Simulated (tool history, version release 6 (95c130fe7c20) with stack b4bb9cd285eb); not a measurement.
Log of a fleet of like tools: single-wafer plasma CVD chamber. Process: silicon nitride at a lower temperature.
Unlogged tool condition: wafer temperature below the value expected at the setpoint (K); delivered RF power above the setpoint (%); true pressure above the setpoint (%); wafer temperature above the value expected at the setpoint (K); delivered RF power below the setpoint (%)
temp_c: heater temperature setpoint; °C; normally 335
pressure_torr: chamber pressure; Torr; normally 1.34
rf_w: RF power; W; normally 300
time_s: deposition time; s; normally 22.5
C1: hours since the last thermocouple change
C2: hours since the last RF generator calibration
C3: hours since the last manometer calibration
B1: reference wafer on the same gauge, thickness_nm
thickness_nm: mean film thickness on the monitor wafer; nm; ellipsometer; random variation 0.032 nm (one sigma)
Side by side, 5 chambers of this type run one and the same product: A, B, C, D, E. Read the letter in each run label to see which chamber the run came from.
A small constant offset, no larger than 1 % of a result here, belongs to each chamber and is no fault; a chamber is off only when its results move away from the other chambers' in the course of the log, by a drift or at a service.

Run 1A, hour 6.7: usual settings; C1 773.8; C2 899.9; C3 1801; B1 24.891. Result: thickness_nm 25.229 nm.
Run 2B, hour 13.8: usual settings; C1 1246.2; C2 399.6; C3 1029.9; B1 24.9. Result: thickness_nm 25.504 nm.
Run 3C, hour 21.2: usual settings; C1 563.2; C2 1052.4; C3 1245.9; B1 24.892. Result: thickness_nm 25.381 nm.
Run 4E, hour 28.5: usual settings; C1 170.4; C2 758.2; C3 618.7; B1 24.89. Result: thickness_nm 25.507 nm.
Run 5D, hour 34.1: usual settings; C1 374.5; C2 1738; C3 378.7; B1 24.888. Result: thickness_nm 25.281 nm.
Run 6A, hour 42: usual settings; C1 809.1; C2 935.2; C3 1836.3; B1 24.879. Result: thickness_nm 25.221 nm.
Run 7E, hour 48.6: usual settings but rf_w 340 W; C1 190.5; C2 778.3; C3 638.8; B1 24.882. Result: thickness_nm 27.788 nm.
Run 8C, hour 53.6: usual settings but rf_w 340 W; C1 595.6; C2 1084.8; C3 1278.3; B1 24.867. Result: thickness_nm 27.638 nm.
Run 9B, hour 61.1: usual settings but rf_w 340 W; C1 1293.5; C2 446.9; C3 1077.2; B1 24.863. Result: thickness_nm 27.758 nm.
Run 10D, hour 70: usual settings but rf_w 340 W; C1 410.4; C2 1773.9; C3 414.6; B1 24.863. Result: thickness_nm 27.506 nm.
Run 11E, hour 79.1: usual settings but rf_w 340 W; C1 221; C2 808.8; C3 669.3; B1 24.861. Result: thickness_nm 27.702 nm.
At hour 85.3: chamber A: capacitance manometer re-zeroed and calibrated.
Run 12C, hour 85.3: usual settings but temp_c 327 °C, rf_w 335 W; C1 627.3; C2 1116.5; C3 1310; B1 24.86. Result: thickness_nm 27.347 nm.
Run 13D, hour 89.7: usual settings but temp_c 327 °C, rf_w 335 W; C1 430.1; C2 1793.6; C3 434.3; B1 24.858. Result: thickness_nm 27.32 nm.
Run 14B, hour 97.8: usual settings but temp_c 327 °C, rf_w 335 W; C1 1330.2; C2 483.6; C3 1113.9; B1 24.854. Result: thickness_nm 27.547 nm.
Run 15A, hour 106.2: usual settings but temp_c 327 °C, rf_w 335 W; C1 873.3; C2 999.4; C3 21; B1 24.845. Result: thickness_nm 27.218 nm.
Run 16A, hour 112.8: usual settings but temp_c 327 °C, rf_w 335 W; C1 879.9; C2 1006; C3 27.6; B1 24.846. Result: thickness_nm 27.188 nm.
Run 17C, hour 121.9: usual settings; C1 663.9; C2 1153.1; C3 1346.6; B1 24.837. Result: thickness_nm 25.334 nm.
Run 18D, hour 130.3: usual settings; C1 470.7; C2 1834.2; C3 474.9; B1 24.834. Result: thickness_nm 25.234 nm.
Run 19B, hour 136.4: usual settings; C1 1368.8; C2 522.2; C3 1152.5; B1 24.838. Result: thickness_nm 25.432 nm.
Run 20E, hour 141.7: usual settings; C1 283.6; C2 871.4; C3 731.9; B1 24.838. Result: thickness_nm 25.491 nm.
Run 21A, hour 147.2: usual settings; C1 914.3; C2 1040.4; C3 62; B1 24.833. Result: thickness_nm 25.145 nm.
Run 22D, hour 153.2: usual settings; C1 493.6; C2 1857.1; C3 497.8; B1 24.83. Result: thickness_nm 25.285 nm.
Run 23B, hour 162.2: usual settings; C1 1394.6; C2 548; C3 1178.3; B1 24.83. Result: thickness_nm 25.471 nm.
Run 24C, hour 170: usual settings; C1 712; C2 1201.2; C3 1394.7; B1 24.823. Result: thickness_nm 25.359 nm.
Run 25E, hour 174: usual settings; C1 315.9; C2 903.7; C3 764.2; B1 24.812. Result: thickness_nm 25.485 nm.
Run 26E, hour 181.7: usual settings; C1 323.6; C2 911.4; C3 771.9; B1 24.821. Result: thickness_nm 25.422 nm.
Run 27D, hour 188: usual settings; C1 528.4; C2 1891.9; C3 532.6; B1 24.813. Result: thickness_nm 25.206 nm.
Run 28C, hour 196.9: usual settings; C1 738.9; C2 1228.1; C3 1421.6; B1 24.798. Result: thickness_nm 25.362 nm.
Run 29A, hour 205.3: usual settings; C1 972.4; C2 1098.5; C3 120.1; B1 24.807. Result: thickness_nm 25.165 nm.
Run 30B, hour 211.7: usual settings; C1 1444.1; C2 597.5; C3 1227.8; B1 24.802. Result: thickness_nm 25.451 nm.
Run 31B, hour 220.9: usual settings; C1 1453.3; C2 606.7; C3 1237; B1 24.796. Result: thickness_nm 25.404 nm.
Run 32A, hour 225.4: usual settings; C1 992.5; C2 1118.6; C3 140.2; B1 24.787. Result: thickness_nm 25.072 nm.
Run 33C, hour 232.7: usual settings; C1 774.7; C2 1263.9; C3 1457.4; B1 24.788. Result: thickness_nm 25.298 nm.
Run 34E, hour 238: usual settings but temp_c 325 °C, rf_w 345 W; C1 379.9; C2 967.7; C3 828.2; B1 24.789. Result: thickness_nm 27.958 nm.
Run 35D, hour 245.7: usual settings but temp_c 325 °C, rf_w 345 W; C1 586.1; C2 1949.6; C3 590.3; B1 24.782. Result: thickness_nm 27.777 nm.
Run 36D, hour 250.3: usual settings but temp_c 325 °C, rf_w 345 W; C1 590.7; C2 1954.2; C3 594.9; B1 24.777. Result: thickness_nm 27.779 nm.
Run 37E, hour 255.7: usual settings but temp_c 325 °C, rf_w 345 W; C1 397.6; C2 985.4; C3 845.9; B1 24.78. Result: thickness_nm 27.971 nm.
Run 38C, hour 264.6: usual settings but temp_c 325 °C, rf_w 345 W; C1 806.6; C2 1295.8; C3 1489.3; B1 24.776. Result: thickness_nm 27.865 nm.

Decide between three cases: one chamber stands off from its peers, the gauge reading all wafers drifts, or nothing is wrong past each chamber's small offset. Where a chamber is off, say which and what most likely put it there.

The gauge drifts, so all chambers seem to drift together. No chamber is off.
What lies behind it: gauge reads low (%) = 0.52.

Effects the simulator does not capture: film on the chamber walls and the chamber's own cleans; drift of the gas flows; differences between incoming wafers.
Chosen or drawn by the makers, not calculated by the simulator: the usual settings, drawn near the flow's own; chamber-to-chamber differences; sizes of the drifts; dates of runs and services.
